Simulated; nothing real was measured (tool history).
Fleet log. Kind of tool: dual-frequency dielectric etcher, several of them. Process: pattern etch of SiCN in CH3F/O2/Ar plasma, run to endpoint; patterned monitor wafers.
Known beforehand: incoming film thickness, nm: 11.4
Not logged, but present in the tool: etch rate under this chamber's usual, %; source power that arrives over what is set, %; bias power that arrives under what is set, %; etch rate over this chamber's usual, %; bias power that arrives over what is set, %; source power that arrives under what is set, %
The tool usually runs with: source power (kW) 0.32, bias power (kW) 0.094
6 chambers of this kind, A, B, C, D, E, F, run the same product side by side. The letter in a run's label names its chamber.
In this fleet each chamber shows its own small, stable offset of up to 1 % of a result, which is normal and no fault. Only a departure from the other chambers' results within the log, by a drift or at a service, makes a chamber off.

run   hour  source power (kW)  bias power (kW)  hours since the last wet clean  hours since the last source power generator calibration  hours since the last bias power generator calibration  endpoint time (s)
 1E   10.4               0.32            0.094                           426.7                                                    620.8                                                  351.3              29.95
 2C   20.8               0.32            0.094                           224.5                                                     40.2                                                 2196.6             29.977
 3A   30.2               0.32            0.094                           416.4                                                   1366.8                                                    598             30.097
 4B   39.2               0.32            0.094                           205.1                                                   1865.8                                                  170.4             29.947
 5F   50.2               0.32            0.094                           227.2                                                   2084.6                                                 1025.8             30.134
 6D   60.8               0.32            0.094                           217.2                                                   1162.2                                                    685             30.035
 7B   72.5               0.38            0.094                           238.4                                                   1899.1                                                  203.7              28.13
 8F   78.8               0.38            0.094                           255.8                                                   2113.2                                                 1054.4             28.307
 9E     87               0.38            0.094                           503.3                                                    697.4                                                  427.9             28.088
10A   96.5               0.38            0.094                           482.7                                                   1433.1                                                  664.3             28.204
11C  106.3               0.38            0.094                             310                                                    125.7                                                 2282.1             28.305
12D  113.8               0.38            0.094                           270.2                                                   1215.2                                                    738             28.084
13E  122.6               0.32            0.094                           538.9                                                      733                                                  463.5             29.745
14B  133.4               0.32            0.094                           299.3                                                     1960                                                  264.6              30.24
15C  143.5               0.32            0.094                           347.2                                                    162.9                                                 2319.3             29.971
16F  154.9               0.27            0.077                           331.9                                                   2189.3                                                 1130.5             34.444
17A  163.8               0.27            0.077                             550                                                   1500.4                                                  731.6             34.399
     167.8  -- chamber E: wet clean of the chamber
18D  169.5               0.27            0.077                           325.9                                                   1270.9                                                  793.7             34.309
19F  176.8               0.27            0.077                           353.8                                                   2211.2                                                 1152.4               34.7
     178.8  -- chamber A: wet clean of the chamber
20C  188.2               0.27            0.077                           391.9                                                    207.6                                                   2364             34.535
21E  198.1               0.27            0.077                            30.3                                                    808.5                                                    539             33.878
22D  208.4               0.32            0.094                           364.8                                                   1309.8                                                  832.6             29.765
23A  219.7               0.32            0.094                              41                                                   1556.3                                                  787.5             31.144
24B  231.1               0.32            0.074                             397                                                   2057.7                                                  362.3             32.875
25B  239.7               0.32            0.074                           405.6                                                   2066.3                                                  370.9             32.773
26A  248.5               0.32            0.074                            69.8                                                   1585.1                                                  816.3             34.405
27D  259.7               0.32            0.074                           416.1                                                   1361.1                                                  883.9             32.824
28F  268.7               0.32            0.074                           445.7                                                   2303.1                                                 1244.3             32.641
29E  277.5               0.32            0.074                           109.7                                                    887.9                                                  618.4             32.285
30C  282.9               0.32            0.094                           486.6                                                    302.3                                                 2458.7             30.047
31E  293.6               0.32            0.094                           125.8                                                      904                                                  634.5             29.941
     296.2  -- chamber B: wet clean of the chamber
32F  300.1               0.32            0.094                           477.1                                                   2334.5                                                 1275.7             29.923
33D  307.1               0.35            0.094                           463.5                                                   1408.5                                                  931.3             28.867
34B  313.6               0.35            0.094                            17.4                                                   2140.2                                                  444.8             29.032
35A  320.1               0.35            0.094                           141.4                                                   1656.7                                                  887.9             30.318
36C  328.1               0.35            0.094                           531.8                                                    347.5                                                 2503.9             29.261

What goes on in this fleet: one chamber off, a drifting gauge, or nothing beyond the chambers' own small offsets? Name the chamber and the cause, if any.

A service left chamber A off against the others.
Most likely cause: etch rate under this chamber's usual, % = 4.06.

Here are 4 candidates for chamber A's next run, each the usual settings with a change, their results left as question marks. Which one brings its results back in line with what the others give on the usual settings?
Allowed miss from the other chambers' usual-settings mean, per result, to count as in line: endpoint time (s) 0.36
37A-1  336.5               0.33            0.097                                                                                                                                                                  ?
37A-2  336.5               0.36            0.094                                                                                                                                                                  ?
37A-3  336.5               0.32            0.083                                                                                                                                                                  ?
37A-4  336.5                0.3            0.094                                                                                                                                                                  ?

Average result of the remaining chambers running the usual settings: endpoint time (s) 29.982
  run  endpoint time (s)
37A-1             30.566
37A-2             29.955
37A-3             32.773
37A-4             32.034
37A-2 brings the chamber back in line.
